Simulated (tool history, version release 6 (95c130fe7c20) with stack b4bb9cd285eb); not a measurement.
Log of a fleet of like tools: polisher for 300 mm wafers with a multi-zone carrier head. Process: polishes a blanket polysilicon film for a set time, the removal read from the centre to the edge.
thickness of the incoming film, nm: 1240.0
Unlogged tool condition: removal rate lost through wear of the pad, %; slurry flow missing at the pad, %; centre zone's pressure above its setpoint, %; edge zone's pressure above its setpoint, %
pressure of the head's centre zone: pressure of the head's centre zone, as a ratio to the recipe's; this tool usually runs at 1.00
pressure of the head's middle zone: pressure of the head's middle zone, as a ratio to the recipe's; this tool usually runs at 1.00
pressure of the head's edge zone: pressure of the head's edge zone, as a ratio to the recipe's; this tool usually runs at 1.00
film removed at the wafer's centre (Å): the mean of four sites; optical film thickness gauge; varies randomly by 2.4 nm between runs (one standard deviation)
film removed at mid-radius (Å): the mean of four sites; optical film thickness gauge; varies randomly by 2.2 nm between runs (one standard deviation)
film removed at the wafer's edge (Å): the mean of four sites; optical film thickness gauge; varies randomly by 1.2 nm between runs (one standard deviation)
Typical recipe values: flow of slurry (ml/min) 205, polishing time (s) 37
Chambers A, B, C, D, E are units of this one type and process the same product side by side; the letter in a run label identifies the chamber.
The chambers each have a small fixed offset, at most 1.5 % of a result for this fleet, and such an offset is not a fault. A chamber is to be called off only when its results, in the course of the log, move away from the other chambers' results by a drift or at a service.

run   hour  flow of slurry (ml/min)  pressure of the head's centre zone  pressure of the head's middle zone  pressure of the head's edge zone  polishing time (s)  wafers polished on this pad  hours since the slurry nozzle was cleaned  hours since the centre zone pressure was calibrated  hours since the edge zone pressure was calibrated  film removed at the wafer's centre (Å)  film removed at mid-radius (Å)  film removed at the wafer's edge (Å)
 1A    2.5                      205                                1.00                                1.00                              1.00                  37                          528                                      399.1                                                101.1                                              774.5                                  1571.4                          1614.8                                1595.7
 2B    6.7                      205                                1.00                                1.00                              1.00                  37                          509                                      395.4                                                772.4                                              263.7                                  1628.8                          1642.3                                1637.7
 3E    9.7                      205                                1.00                                1.00                              1.00                  37                          707                                      202.0                                                 50.2                                              351.0                                  1604.0                          1601.0                                1632.9
 4D   13.3                      205                                1.00                                1.00                              1.00                  37                          236                                       46.7                                                800.4                                              452.5                                  1580.6                          1636.0                                1632.2
 5C   15.7                      205                                1.00                                1.00                              1.00                  37                          709                                      278.9                                                197.5                                              309.6                                  1645.0                          1663.7                                1610.7
 6D   19.8                      205                                1.00                                1.00                              1.00                  37                          321                                       53.2                                                806.9                                              459.0                                  1611.7                          1637.0                                1591.6
 7B   22.2                      205                                1.00                                1.00                              1.00                  37                          712                                      410.9                                                787.9                                              279.2                                  1605.4                          1624.6                                1617.1
 8A   26.1                      205                                1.05                                0.94                              1.00                  37                          837                                      422.7                                                124.7                                              798.1                                  1715.0                          1523.3                                1620.7
      27.6  -- chamber A: worn pad replaced by a new one
      28.4  -- chamber E: worn pad replaced by a new one
 9C   30.3                      205                                1.05                                0.94                              1.00                  37                          900                                      293.5                                                212.1                                              324.2                                  1715.7                          1547.6                                1613.2
10E   33.7                      205                                1.05                                0.94                              1.00                  37                           70                                      226.0                                                 74.2                                              375.0                                  1653.4                          1510.6                                1632.5
11E   37.0                      205                                1.05                                0.94                              1.00                  37                          113                                      229.3                                                 77.5                                              378.3                                  1700.4                          1496.9                                1614.3
      39.1  -- chamber D: worn pad replaced by a new one
12A   39.9                      205                                1.05                                0.94                              1.00                  37                          162                                      436.5                                                138.5                                              811.9                                  1690.2                          1501.0                                1640.2
13D   42.3                      145                                1.00                                1.00                              1.00                  29                           42                                       75.7                                                829.4                                              481.5                                  1171.1                          1211.9                                1217.6
14B   46.4                      145                                1.00                                1.00                              1.00                  29                         1029                                      435.1                                                812.1                                              303.4                                  1183.4                          1209.7                                1215.5
15C   49.7                      145                                1.00                                1.00                              1.00                  29                         1154                                      312.9                                                231.5                                              343.6                                  1184.8                          1221.3                                1210.9
      50.3  -- chamber B: worn pad replaced by a new one
16D   51.9                      145                                1.00                                1.00                              1.00                  29                          168                                       85.3                                                839.0                                              491.1                                  1185.6                          1176.2                                1215.8
17C   54.2                      145                                1.00                                1.00                              1.00                  29                         1213                                      317.4                                                236.0                                              348.1                                  1209.0                          1194.2                                1230.5
18A   57.3                      205                                1.00                                1.00                              1.00                  37                          390                                      453.9                                                155.9                                              829.3                                  1613.5                          1625.1                                1632.8
19E   61.5                      205                                1.00                                1.00                              1.00                  37                          434                                      253.8                                                102.0                                              402.8                                  1553.9                          1632.1                                1616.3
      62.6  -- chamber C: worn pad replaced by a new one
20B   63.5                      205                                1.00                                1.00                              1.00                  37                          173                                      452.2                                                829.2                                              320.5                                  1634.3                          1633.0                                1600.0
21E   67.5                      205                                1.00                                1.00                              1.00                  37                          512                                      259.8                                                108.0                                              408.8                                  1542.6                          1596.8                                1627.2
22D   71.0                      205                                1.00                                1.00                              1.00                  37                          418                                      104.4                                                858.1                                              510.2                                  1613.6                          1613.3                                1617.9
      74.6  -- chamber D: centre zone pressure recalibrated
23B   75.3                      205                                1.00                                1.00                              1.00                  37                          327                                      464.0                                                841.0                                              332.3                                  1624.8                          1612.0                                1635.6
24C   79.2                      205                                1.00                                1.00                              1.00                  37                          217                                      342.4                                                261.0                                              373.1                                  1614.5                          1649.1                                1644.6
      81.5  -- chamber A: worn pad replaced by a new one
25A   81.9                      205                                1.00                                1.00                              1.00                  37                            5                                      478.5                                                180.5                                              853.9                                  1577.3                          1620.6                                1623.0
26A   85.5                      205                                1.00                                1.00                              1.00                  37                           52                                      482.1                                                184.1                                              857.5                                  1676.5                          1641.1                                1613.0
27E   87.7                      205                                1.00                                1.00                              1.00                  37                          777                                      280.0                                                128.2                                              429.0                                  1544.1                          1535.6                                1595.3
      89.0  -- chamber D: worn pad replaced by a new one
28C   90.0                      205                                1.00                                1.00                              1.00                  37                          358                                      353.2                                                271.8                                              383.9                                  1626.5                          1629.8                                1628.5
29D   94.0                      205                                1.00                                1.00                              1.00                  37                           65                                      127.4                                                 19.4                                              533.2                                  1634.5                          1675.3                                1619.0
30B   97.6                      205                                1.00                                1.00                              1.00                  37                          619                                      486.3                                                863.3                                              354.6                                  1663.4                          1617.2                                1632.8
31D  100.8                      205                                1.00                                1.00                              1.00                  37                          154                                      134.2                                                 26.2                                              540.0                                  1635.6                          1638.6                                1628.3
     102.0  -- chamber E: worn pad replaced by a new one
32B  103.6                      205                                1.00                                1.00                              1.00                  37                          698                                      492.3                                                869.3                                              360.6                                  1579.1                          1646.3                                1653.8
33A  106.9                      205                                1.00                                1.00                              1.00                  37                          332                                      503.5                                                205.5                                              878.9                                  1635.8                          1607.5                                1621.3
34E  110.0                      255                                1.00                                1.00                              0.95                  37                          105                                      302.3                                                150.5                                              451.3                                  1629.1                          1603.9                                1577.8
35C  113.4                      255                                1.00                                1.00                              0.95                  37                          665                                      376.6                                                295.2                                              407.3                                  1693.2                          1616.8                                1607.7
36A  117.2                      255                                1.00                                1.00                              0.95                  37                          467                                      513.8                                                215.8                                              889.2                                  1664.0                          1675.6                                1627.9
     118.6  -- chamber D: edge zone pressure recalibrated
37D  121.1                      255                                1.00                                1.00                              0.95                  37                          420                                      154.5                                                 46.5                                                2.6                                  1676.2                          1699.4                                1612.1
38E  124.3                      255                                1.00                                1.00                              0.95                  37                          292                                      316.6                                                164.8                                              465.6                                  1553.9                          1573.6                                1550.4
     124.6  -- chamber B: slurry nozzle cleaned
     128.0  -- chamber B: worn pad replaced by a new one
39C  128.7                      205                                1.00                                1.00                              1.00                  37                          865                                      391.9                                                310.5                                              422.6                                  1649.4                          1642.4                                1626.9
     129.0  -- chamber B: centre zone pressure recalibrated
40B  131.7                      205                                1.00                                1.00                              1.00                  37                           49                                        7.2                                                  2.8                                              388.7                                  1623.0                          1648.9                                1622.2
41E  134.0                      205                                1.00                                1.00                              1.00                  37                          419                                      326.3                                                174.5                                              475.3                                  1505.1                          1506.6                                1548.8
     134.5  -- chamber C: edge zone pressure recalibrated
     136.9  -- chamber D: worn pad replaced by a new one
42B  137.0                      205                                1.00                                1.00                              1.00                  37                          118                                       12.5                                                  8.1                                              394.0                                  1643.4                          1610.0                                1640.7
43C  140.7                      205                                1.00                                1.00                              1.00                  37                         1022                                      403.9                                                322.5                                                6.2                                  1636.5                          1621.9                                1638.9
44D  144.2                      205                                1.00                                1.00                              1.00                  37                           95                                      177.6                                                 69.6                                               25.7                                  1658.7                          1647.2                                1616.1

Has any chamber moved away from the others, gradually or after a service, or does the common gauge drift, or do the chambers differ only by their own small steady offsets? State the chamber and the most likely cause if one applies.

It is chamber E that slowly wanders off from its peers.
Likeliest cause: slurry flow missing at the pad, % = 39.4.

Which of the 4 candidates below, each the usual settings with something changed and its results left as question marks, puts chamber E back in line with what the other chambers give on the usual settings?
In line here means within this much of the mean the other chambers give on the usual settings: film removed at the wafer's centre (Å) 83.0; film removed at mid-radius (Å) 78.0; film removed at the wafer's edge (Å) 43.0
45E-1  147.4                      195                                0.97                                0.98                              1.02                  35                                                                                                                                                                                                                       ?                               ?                                     ?
45E-2  147.4                      220                                1.06                                1.04                              0.96                  42                                                                                                                                                                                                                       ?                               ?                                     ?
45E-3  147.4                      215                                1.03                                1.02                              0.98                  39                                                                                                                                                                                                                       ?                               ?                                     ?
45E-4  147.4                      190                                0.95                                0.96                              1.04                  33                                                                                                                                                                                                                       ?                               ?                                     ?

Other chambers, usual settings, mean: film removed at the wafer's centre (Å) 1623.5; film removed at mid-radius (Å) 1629.6; film removed at the wafer's edge (Å) 1627.8
  run  film removed at the wafer's centre (Å)  film removed at mid-radius (Å)  film removed at the wafer's edge (Å)
45E-1                                  1308.9                          1363.2                                1450.9
45E-2                                  1786.9                          1776.6                                1718.7
45E-3                                  1598.7                          1612.2                                1607.7
45E-4                                  1197.2                          1253.0                                1376.3
With 45E-3, the chamber falls back in line with the rest.
